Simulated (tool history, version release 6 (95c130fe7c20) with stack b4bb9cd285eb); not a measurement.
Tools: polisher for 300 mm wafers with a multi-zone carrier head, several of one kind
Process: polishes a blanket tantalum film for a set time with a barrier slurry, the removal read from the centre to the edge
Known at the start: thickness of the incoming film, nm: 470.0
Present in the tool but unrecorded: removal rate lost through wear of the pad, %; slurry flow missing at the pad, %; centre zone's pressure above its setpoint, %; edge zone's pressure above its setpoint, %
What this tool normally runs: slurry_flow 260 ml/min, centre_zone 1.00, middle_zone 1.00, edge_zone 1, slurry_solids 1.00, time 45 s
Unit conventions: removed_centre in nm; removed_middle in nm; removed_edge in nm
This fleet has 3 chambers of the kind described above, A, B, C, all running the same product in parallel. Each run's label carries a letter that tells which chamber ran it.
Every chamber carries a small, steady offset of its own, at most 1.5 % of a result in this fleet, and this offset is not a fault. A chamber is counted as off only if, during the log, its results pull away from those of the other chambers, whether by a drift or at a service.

run   hour  slurry_flow  centre_zone  middle_zone  edge_zone  slurry_solids  time  wafers polished on this pad  hours since the slurry nozzle was cleaned  hours since the centre zone pressure was calibrated  hours since the edge zone pressure was calibrated  removed_centre  removed_middle  removed_edge
 1B   10.8          260         1.00         1.00          1           1.00    45                          681                                      175.9                                                377.7                                               99.6          52.881          53.423        52.988
 2C   26.4          260         1.00         1.00          1           1.00    45                          470                                      273.2                                                372.9                                              593.6          53.012          54.512        53.785
      27.1  -- chamber C: slurry nozzle cleaned
      35.6  -- chamber C: worn pad replaced by a new one
 3A   37.2          260         1.00         1.00          1           1.00    45                          450                                      833.6                                                569.7                                               65.8          52.686          53.191        52.921
      38.3  -- chamber A: worn pad replaced by a new one
 4B   49.6          260         1.00         1.00          1           1.00    45                          928                                      214.7                                                416.5                                              138.4          52.216          52.867        54.371
      59.7  -- chamber B: worn pad replaced by a new one
 5C   60.1          260         1.00         1.00          1           1.00    45                          156                                       33.1                                                406.6                                              627.3          53.416          54.125        52.993
 6A   67.7          260         1.00         1.00          1           1.00    45                          188                                      864.1                                                600.2                                               96.3          53.833          53.130        53.426
 7A   78.2          260         1.00         1.00          1           1.00    45                          255                                      874.6                                                610.7                                              106.8          53.980          53.280        53.079
 8C   90.9          260         1.00         1.00          1           1.00    45                          353                                       63.9                                                437.4                                              658.1          53.980          54.413        52.736
      93.8  -- chamber A: slurry nozzle cleaned
 9B  102.4          260         1.00         1.00          1           1.00    45                          272                                      267.5                                                469.3                                              191.2          53.147          53.763        53.301
10A  118.3          260         1.00         1.00          1           0.75    45                          510                                       24.6                                                650.8                                              146.9          48.819          48.984        48.393
     123.9  -- chamber A: worn pad replaced by a new one
11C  126.8          260         1.00         1.00          1           0.75    45                          582                                       99.8                                                473.3                                              694.0          48.546          49.566        48.419
     137.8  -- chamber C: worn pad replaced by a new one
12B  137.9          260         1.00         1.00          1           0.75    45                          499                                      303.0                                                504.8                                              226.7          48.870          48.451        49.172
13A  147.8          260         1.00         1.00          1           1.00    45                          152                                       54.1                                                680.3                                              176.4          53.871          52.644        53.569
14C  159.9          260         1.00         1.00          1           1.00    45                          141                                      132.9                                                506.4                                              727.1          52.478          53.972        52.546
15B  167.3          260         1.00         1.00          1           1.00    45                          686                                      332.4                                                534.2                                              256.1          52.794          53.411        53.715
16C  183.6          260         1.00         1.00          1           1.00    45                          292                                      156.6                                                530.1                                              750.8          53.036          53.254        53.424
     190.5  -- chamber C: edge zone pressure recalibrated
     193.0  -- chamber A: worn pad replaced by a new one
     196.7  -- chamber B: worn pad replaced by a new one
17B  196.8          260         1.00         1.00          1           1.00    45                            0                                      361.9                                                563.7                                              285.6          52.996          52.522        53.942
18A  204.4          260         1.00         1.00          1           1.00    45                           73                                      110.7                                                736.9                                              233.0          53.030          54.124        54.164
     218.5  -- chamber C: worn pad replaced by a new one
19A  219.1          260         0.92         1.00          1           1.00    45                          167                                      125.4                                                751.6                                              247.7          49.629          54.037        53.706
20C  229.8          260         0.92         1.00          1           1.00    45                           72                                      202.8                                                576.3                                               39.3          48.742          53.539        53.874
21B  237.9          260         0.92         1.00          1           1.00    45                          263                                      403.0                                                604.8                                              326.7          48.605          53.722        53.700
22C  248.1          260         1.11         1.05          1           1.00    45                          189                                      221.1                                                594.6                                               57.6          59.378          56.465        52.776
23A  258.7          260         1.11         1.05          1           1.00    45                          419                                      165.0                                                791.2                                              287.3          58.925          55.631        53.202

What goes on in this fleet: one chamber off, a drifting gauge, or nothing beyond the chambers' own small offsets? Name the chamber and the cause, if any.

Neither any chamber nor the gauge drifts; the chambers differ only by their own small, steady offsets.

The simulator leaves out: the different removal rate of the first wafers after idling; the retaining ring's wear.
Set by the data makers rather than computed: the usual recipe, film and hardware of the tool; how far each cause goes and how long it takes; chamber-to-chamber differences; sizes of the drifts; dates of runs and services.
